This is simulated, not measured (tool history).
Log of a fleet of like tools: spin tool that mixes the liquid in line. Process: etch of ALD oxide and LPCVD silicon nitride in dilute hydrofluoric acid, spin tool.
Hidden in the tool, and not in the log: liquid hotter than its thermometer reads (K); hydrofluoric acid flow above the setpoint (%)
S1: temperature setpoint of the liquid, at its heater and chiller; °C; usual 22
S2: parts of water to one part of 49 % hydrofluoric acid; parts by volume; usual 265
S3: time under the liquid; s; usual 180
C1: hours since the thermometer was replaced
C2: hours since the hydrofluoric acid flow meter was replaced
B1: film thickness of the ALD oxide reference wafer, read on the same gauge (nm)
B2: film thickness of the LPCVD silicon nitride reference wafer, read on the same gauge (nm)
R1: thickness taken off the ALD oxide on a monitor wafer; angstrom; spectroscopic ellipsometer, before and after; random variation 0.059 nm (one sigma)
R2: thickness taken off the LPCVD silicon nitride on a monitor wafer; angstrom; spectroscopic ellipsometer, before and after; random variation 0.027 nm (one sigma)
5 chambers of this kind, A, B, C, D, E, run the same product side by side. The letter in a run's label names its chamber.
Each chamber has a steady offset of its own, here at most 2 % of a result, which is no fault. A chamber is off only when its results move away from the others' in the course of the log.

run   hour    S1   S2   S3      C1      C2      B1      B2      R1      R2
 1D    9.2    22  265  180  1074.4   302.2  110.04  40.005  69.707  2.8334
      13.9  -- chamber B: hydrofluoric acid flow meter replaced
 2E   19.2    22  265  180  1277.7  1195.1  109.98      40  68.574  2.1138
 3A   26.6    22  265  180   442.7   602.3  110.06  39.993  67.662  2.1842
 4C   40.6    22  265  180     311  1297.8  110.03  40.026  69.015  3.0014
 5B   51.9  26.5  155  180  1159.9    38.1  109.97  40.014   160.5   5.516
 6B   59.3  26.5  155  180  1167.3    45.5  109.98  39.985  159.57  6.9884
 7C   69.7  26.5  155  180   340.1  1326.9  109.93  39.993  159.37  5.1251
 8E   77.6  26.5  155  180  1336.1  1253.5  109.97  39.994  156.84  6.6027
 9D     88  26.5  155  180  1153.2     381  110.02  40.018  159.71  5.0808
10A  101.7    22  265  180   517.8   677.4  109.99  39.993  67.903  2.2124
11D  108.8    22  265  180    1174   401.8  110.07  39.998  69.391  2.9545
12B    121    22  265  180    1229   107.2  110.01  39.999  69.352  2.8008
13C  130.1    22  265  180   400.5  1387.3  110.02  40.008  68.782  3.0175
14A  137.2    22  265  215   553.3   712.9  109.98  40.002  82.357  3.1945
15E  146.1    22  265  215  1404.6    1322  109.99  40.016   84.17  2.7662
16C  157.3    22  265  215   427.7  1414.5  109.97  40.007  82.755  3.5122
17D  169.2    22  265  215  1234.4   462.2  109.98  39.997  84.867  3.4439
18E  176.6    22  265  215  1435.1  1352.5  110.02  39.998   81.93  3.4035
19A    186    22  265  180   602.1   761.7  110.01  40.019  69.347  2.1243
20B  200.2    22  265  180  1308.2   186.4  110.01  39.994  70.558  2.5096
21D  208.3    22  265  180  1273.5   501.3  109.96   39.97  69.675  2.8919
       217  -- chamber C: thermometer replaced
22E  218.5    22  265  180    1477  1394.4     110  39.999  69.266  2.4032
23A  226.1    22  265  180   642.2   801.8  110.03  39.996  68.922  2.7137
24B  236.6    18  265  230  1344.6   222.8  109.96  39.998   76.35  2.8395
25C  243.9    18  265  230      27  1501.1  109.99  39.989  75.845  2.7098
26C  252.6    18  265  230    35.7  1509.8  110.01  39.997  75.991  2.9523
27B  266.6    18  265  230  1374.6   252.8  110.01  39.994  75.247  2.6931
     269.3  -- chamber D: hydrofluoric acid flow meter replaced
       276  -- chamber A: hydrofluoric acid flow meter replaced
28D  281.7    18  265  230  1346.9    12.5     110  40.025   76.06  3.0777
29A  289.9    22  265  180     706    13.9  109.96  40.019  68.287  2.6504
30E  301.4    22  265  180  1559.9  1477.3  109.96  39.995  69.069  2.8878
31B    314    22  265  180    1422   300.2  110.03  40.012  69.106  2.5312

Next, every chamber runs the same settings. What will each give?
32A  325.1  22  265  285                   ?   ?
32B  325.1  22  265  285                   ?   ?
32C  325.1  22  265  285                   ?   ?
32D  325.1  22  265  285                   ?   ?
32E  325.1  22  265  285                   ?   ?

run      R1      R2
32A  108.95  4.5163
32B  110.02  3.2346
32C  110.85  4.1958
32D  110.48  4.7459
32E  110.21  4.3403

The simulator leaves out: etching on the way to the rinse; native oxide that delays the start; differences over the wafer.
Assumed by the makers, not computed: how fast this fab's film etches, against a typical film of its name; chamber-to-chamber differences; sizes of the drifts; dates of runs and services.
